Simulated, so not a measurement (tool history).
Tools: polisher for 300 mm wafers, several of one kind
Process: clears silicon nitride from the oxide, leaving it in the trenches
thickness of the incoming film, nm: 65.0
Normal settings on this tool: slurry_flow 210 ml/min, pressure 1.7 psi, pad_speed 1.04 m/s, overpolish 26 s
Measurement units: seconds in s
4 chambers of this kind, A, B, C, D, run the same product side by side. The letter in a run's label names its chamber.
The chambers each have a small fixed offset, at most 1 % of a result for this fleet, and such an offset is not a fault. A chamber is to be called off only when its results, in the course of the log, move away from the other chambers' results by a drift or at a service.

At hour 1.8: chamber D: slurry nozzle cleaned.
At hour 2.2: chamber B: worn pad replaced by a new one.
Run 1B, hour 3.9: usual settings. Result: seconds 127.91 s.
At hour 9.4: chamber A: worn pad replaced by a new one.
Run 2A, hour 10.6: usual settings. Result: seconds 128.39 s.
Run 3C, hour 14.5: usual settings. Result: seconds 130.76 s.
Run 4D, hour 21.4: usual settings. Result: seconds 132.84 s.
Run 5D, hour 27.5: usual settings. Result: seconds 136.82 s.
Run 6C, hour 31.5: usual settings. Result: seconds 133.7 s.
Run 7B, hour 34.8: usual settings. Result: seconds 130.5 s.
Run 8A, hour 41.1: usual settings. Result: seconds 129.79 s.
At hour 42.2: chamber D: worn pad replaced by a new one.
Run 9A, hour 44.9: usual settings. Result: seconds 127.62 s.
Run 10D, hour 48.2: usual settings. Result: seconds 132.91 s.
Run 11C, hour 52: usual settings. Result: seconds 136.93 s.
Run 12B, hour 55.2: usual settings. Result: seconds 129.36 s.
Run 13B, hour 59.9: usual settings. Result: seconds 129.89 s.
Run 14D, hour 65.3: usual settings but pressure 2.1 psi, pad_speed 1.34 m/s. Result: seconds 80.131 s.
Run 15C, hour 70.1: usual settings but pressure 2.1 psi, pad_speed 1.34 m/s. Result: seconds 84.177 s.
Run 16A, hour 76: usual settings but pressure 2.1 psi, pad_speed 1.34 m/s. Result: seconds 80.725 s.
Run 17C, hour 80.1: usual settings but pressure 2.1 psi, pad_speed 1.34 m/s. Result: seconds 86.155 s.
Run 18D, hour 84: usual settings. Result: seconds 133.04 s.
Run 19A, hour 89.1: usual settings. Result: seconds 130.16 s.
Run 20B, hour 94.9: usual settings but pressure 2 psi, pad_speed 1.38 m/s. Result: seconds 85.122 s.
Run 21A, hour 99.2: usual settings but pressure 2 psi, pad_speed 1.38 m/s. Result: seconds 83.388 s.
At hour 101.9: chamber B: worn pad replaced by a new one.
Run 22B, hour 102.7: usual settings but pressure 2 psi, pad_speed 1.38 m/s. Result: seconds 82.153 s.
Run 23D, hour 108.3: usual settings but pressure 2 psi, pad_speed 1.38 m/s. Result: seconds 83.336 s.
At hour 113.6: chamber A: worn pad replaced by a new one.
Run 24C, hour 114.9: usual settings. Result: seconds 143.66 s.
Run 25D, hour 120.3: usual settings. Result: seconds 133.55 s.
Run 26A, hour 127.2: usual settings. Result: seconds 131.96 s.
Run 27B, hour 130.9: usual settings but overpolish 13 s. Result: seconds 131.59 s.
Run 28C, hour 135.3: usual settings but overpolish 13 s. Result: seconds 144.93 s.
Run 29C, hour 138.7: usual settings but overpolish 13 s. Result: seconds 148.05 s.
At hour 140.1: chamber D: worn pad replaced by a new one.
Run 30A, hour 145.3: usual settings but overpolish 13 s. Result: seconds 132.34 s.
Run 31B, hour 149.7: usual settings. Result: seconds 125.22 s.
Run 32D, hour 153.8: usual settings. Result: seconds 131.26 s.
Run 33C, hour 158.4: usual settings but slurry_flow 180 ml/min, overpolish 34 s. Result: seconds 153.72 s.

For the next run the whole fleet of 4 chambers uses the same settings. Give each chamber's results:
Run 34A, hour 163.6: usual settings but pad_speed 1.34 m/s. Result: seconds ?.
Run 34B, hour 163.6: usual settings but pad_speed 1.34 m/s. Result: seconds ?.
Run 34C, hour 163.6: usual settings but pad_speed 1.34 m/s. Result: seconds ?.
Run 34D, hour 163.6: usual settings but pad_speed 1.34 m/s. Result: seconds ?.

run  seconds
34A   101.63
34B   100.92
34C   115.37
34D   100.97
